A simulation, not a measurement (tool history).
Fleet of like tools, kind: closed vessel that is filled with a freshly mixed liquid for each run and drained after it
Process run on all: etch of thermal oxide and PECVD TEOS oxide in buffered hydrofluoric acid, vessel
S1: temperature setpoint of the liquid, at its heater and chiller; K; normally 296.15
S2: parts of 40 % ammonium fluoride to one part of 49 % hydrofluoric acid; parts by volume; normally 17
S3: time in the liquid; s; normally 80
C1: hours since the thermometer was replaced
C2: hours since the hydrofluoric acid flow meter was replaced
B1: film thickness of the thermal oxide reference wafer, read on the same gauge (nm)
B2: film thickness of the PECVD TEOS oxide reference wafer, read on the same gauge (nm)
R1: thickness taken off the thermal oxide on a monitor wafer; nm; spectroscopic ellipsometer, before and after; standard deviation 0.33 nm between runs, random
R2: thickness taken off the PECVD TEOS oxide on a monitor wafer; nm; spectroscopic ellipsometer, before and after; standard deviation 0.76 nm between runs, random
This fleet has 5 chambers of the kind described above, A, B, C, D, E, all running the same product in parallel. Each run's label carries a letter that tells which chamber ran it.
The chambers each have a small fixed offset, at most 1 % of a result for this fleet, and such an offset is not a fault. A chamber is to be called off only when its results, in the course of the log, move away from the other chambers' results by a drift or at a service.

Run 1A, hour 7.5: usual settings; C1 478.8; C2 1552.7; B1 149.99; B2 149.98. Result: R1 52.089 nm, R2 131.600 nm.
Run 2B, hour 14.4: usual settings; C1 789.0; C2 259.7; B1 150.04; B2 149.99. Result: R1 53.072 nm, R2 131.830 nm.
Run 3C, hour 21.0: usual settings; C1 1838.1; C2 203.6; B1 150.02; B2 150.02. Result: R1 52.154 nm, R2 130.870 nm.
Run 4D, hour 30.6: usual settings; C1 979.9; C2 1527.1; B1 149.99; B2 149.99. Result: R1 52.462 nm, R2 131.780 nm.
Run 5E, hour 38.7: usual settings; C1 1230.6; C2 735.7; B1 150.01; B2 150.00. Result: R1 52.439 nm, R2 133.050 nm.
Run 6D, hour 45.9: usual settings; C1 995.2; C2 1542.4; B1 150.04; B2 149.98. Result: R1 52.421 nm, R2 131.680 nm.
Run 7C, hour 52.4: usual settings but S1 299.65 K; C1 1869.5; C2 235.0; B1 150.00; B2 150.03. Result: R1 63.666 nm, R2 160.780 nm.
Run 8B, hour 60.1: usual settings but S1 299.65 K; C1 834.7; C2 305.4; B1 150.04; B2 149.99. Result: R1 64.233 nm, R2 159.100 nm.
Run 9A, hour 67.2: usual settings but S1 299.65 K; C1 538.5; C2 1612.4; B1 149.99; B2 149.96. Result: R1 63.520 nm, R2 161.380 nm.
Run 10E, hour 80.1: usual settings but S1 299.65 K; C1 1272.0; C2 777.1; B1 150.02; B2 150.01. Result: R1 63.642 nm, R2 159.370 nm.
Run 11E, hour 91.2: usual settings but S1 299.65 K; C1 1283.1; C2 788.2; B1 150.01; B2 150.04. Result: R1 64.215 nm, R2 159.860 nm.
Run 12B, hour 100.8: usual settings; C1 875.4; C2 346.1; B1 150.00; B2 150.01. Result: R1 52.691 nm, R2 132.300 nm.
Run 13D, hour 112.1: usual settings; C1 1061.4; C2 1608.6; B1 150.02; B2 150.02. Result: R1 52.538 nm, R2 131.150 nm.
Run 14C, hour 126.0: usual settings but S3 40 s; C1 1943.1; C2 308.6; B1 150.01; B2 150.01. Result: R1 26.253 nm, R2 65.287 nm.
Run 15A, hour 138.6: usual settings but S3 40 s; C1 609.9; C2 1683.8; B1 149.95; B2 150.02. Result: R1 26.059 nm, R2 66.780 nm.
Run 16D, hour 152.3: usual settings but S3 40 s; C1 1101.6; C2 1648.8; B1 150.00; B2 149.98. Result: R1 26.578 nm, R2 65.684 nm.
Run 17C, hour 161.7: usual settings but S3 40 s; C1 1978.8; C2 344.3; B1 150.01; B2 150.05. Result: R1 26.061 nm, R2 66.337 nm.
Run 18B, hour 171.9: usual settings but S3 40 s; C1 946.5; C2 417.2; B1 150.06; B2 149.98. Result: R1 26.009 nm, R2 66.058 nm.
Run 19E, hour 179.4: usual settings; C1 1371.3; C2 876.4; B1 150.02; B2 149.99. Result: R1 52.774 nm, R2 133.200 nm.
Run 20A, hour 192.8: usual settings; C1 664.1; C2 1738.0; B1 150.00; B2 150.00. Result: R1 51.923 nm, R2 134.040 nm.
Run 21D, hour 201.5: usual settings; C1 1150.8; C2 1698.0; B1 149.99; B2 150.04. Result: R1 52.533 nm, R2 132.040 nm.
Run 22A, hour 210.6: usual settings; C1 681.9; C2 1755.8; B1 150.00; B2 150.00. Result: R1 51.911 nm, R2 134.260 nm.
Run 23C, hour 225.1: usual settings; C1 2042.2; C2 407.7; B1 150.02; B2 149.98. Result: R1 52.597 nm, R2 131.700 nm.
Run 24E, hour 236.0: usual settings; C1 1427.9; C2 933.0; B1 150.00; B2 150.03. Result: R1 52.539 nm, R2 133.240 nm.
Run 25B, hour 249.9: usual settings; C1 1024.5; C2 495.2; B1 150.01; B2 149.99. Result: R1 52.029 nm, R2 132.010 nm.
Run 26C, hour 264.2: usual settings; C1 2081.3; C2 446.8; B1 150.01; B2 150.01. Result: R1 52.405 nm, R2 130.630 nm.
Run 27D, hour 273.4: usual settings; C1 1222.7; C2 1769.9; B1 150.00; B2 150.00. Result: R1 53.051 nm, R2 132.150 nm.
Run 28B, hour 286.6: usual settings; C1 1061.2; C2 531.9; B1 150.00; B2 150.00. Result: R1 52.002 nm, R2 131.710 nm.
Run 29A, hour 296.2: usual settings; C1 767.5; C2 1841.4; B1 149.94; B2 150.02. Result: R1 52.431 nm, R2 133.500 nm.
Run 30E, hour 309.7: usual settings; C1 1501.6; C2 1006.7; B1 150.01; B2 150.00. Result: R1 52.247 nm, R2 131.580 nm.
Run 31D, hour 318.3: usual settings; C1 1267.6; C2 1814.8; B1 149.98; B2 150.00. Result: R1 51.800 nm, R2 130.930 nm.
Run 32C, hour 329.3: usual settings; C1 2146.4; C2 511.9; B1 149.98; B2 150.01. Result: R1 52.426 nm, R2 133.430 nm.
Run 33A, hour 343.6: usual settings; C1 814.9; C2 1888.8; B1 150.02; B2 149.98. Result: R1 51.439 nm, R2 133.360 nm.
At hour 347.3: chamber A: hydrofluoric acid flow meter replaced.
Run 34E, hour 352.8: usual settings; C1 1544.7; C2 1049.8; B1 150.01; B2 150.00. Result: R1 52.114 nm, R2 132.120 nm.
Run 35B, hour 363.2: usual settings but S3 115 s; C1 1137.8; C2 608.5; B1 150.00; B2 150.01. Result: R1 74.331 nm, R2 188.380 nm.
Run 36D, hour 373.6: usual settings but S3 115 s; C1 1322.9; C2 1870.1; B1 150.00; B2 149.96. Result: R1 75.074 nm, R2 189.830 nm.
Run 37A, hour 383.3: usual settings but S3 115 s; C1 854.6; C2 36.0; B1 150.04; B2 150.00. Result: R1 74.821 nm, R2 189.990 nm.
Run 38B, hour 395.5: usual settings but S3 115 s; C1 1170.1; C2 640.8; B1 149.99; B2 149.99. Result: R1 74.966 nm, R2 188.310 nm.
Run 39C, hour 404.7: usual settings but S3 115 s; C1 2221.8; C2 587.3; B1 150.04; B2 150.02. Result: R1 74.124 nm, R2 187.870 nm.
Run 40E, hour 413.7: usual settings; C1 1605.6; C2 1110.7; B1 149.95; B2 150.00. Result: R1 52.388 nm, R2 132.100 nm.
Run 41A, hour 423.5: usual settings; C1 894.8; C2 76.2; B1 150.04; B2 150.00. Result: R1 51.884 nm, R2 133.030 nm.
At hour 424.7: chamber C: hydrofluoric acid flow meter replaced.
Run 42E, hour 433.0: usual settings; C1 1624.9; C2 1130.0; B1 149.95; B2 150.05. Result: R1 52.882 nm, R2 131.730 nm.
Run 43C, hour 443.0: usual settings; C1 2260.1; C2 18.3; B1 149.97; B2 150.00. Result: R1 51.884 nm, R2 131.840 nm.
Run 44B, hour 457.0: usual settings; C1 1231.6; C2 702.3; B1 150.06; B2 150.00. Result: R1 52.606 nm, R2 131.420 nm.

What goes on in this fleet: one chamber off, a drifting gauge, or nothing beyond the chambers' own small offsets? Name the chamber and the cause, if any.

Beyond each chamber's small constant offset nothing stands out, and the gauge stays steady.
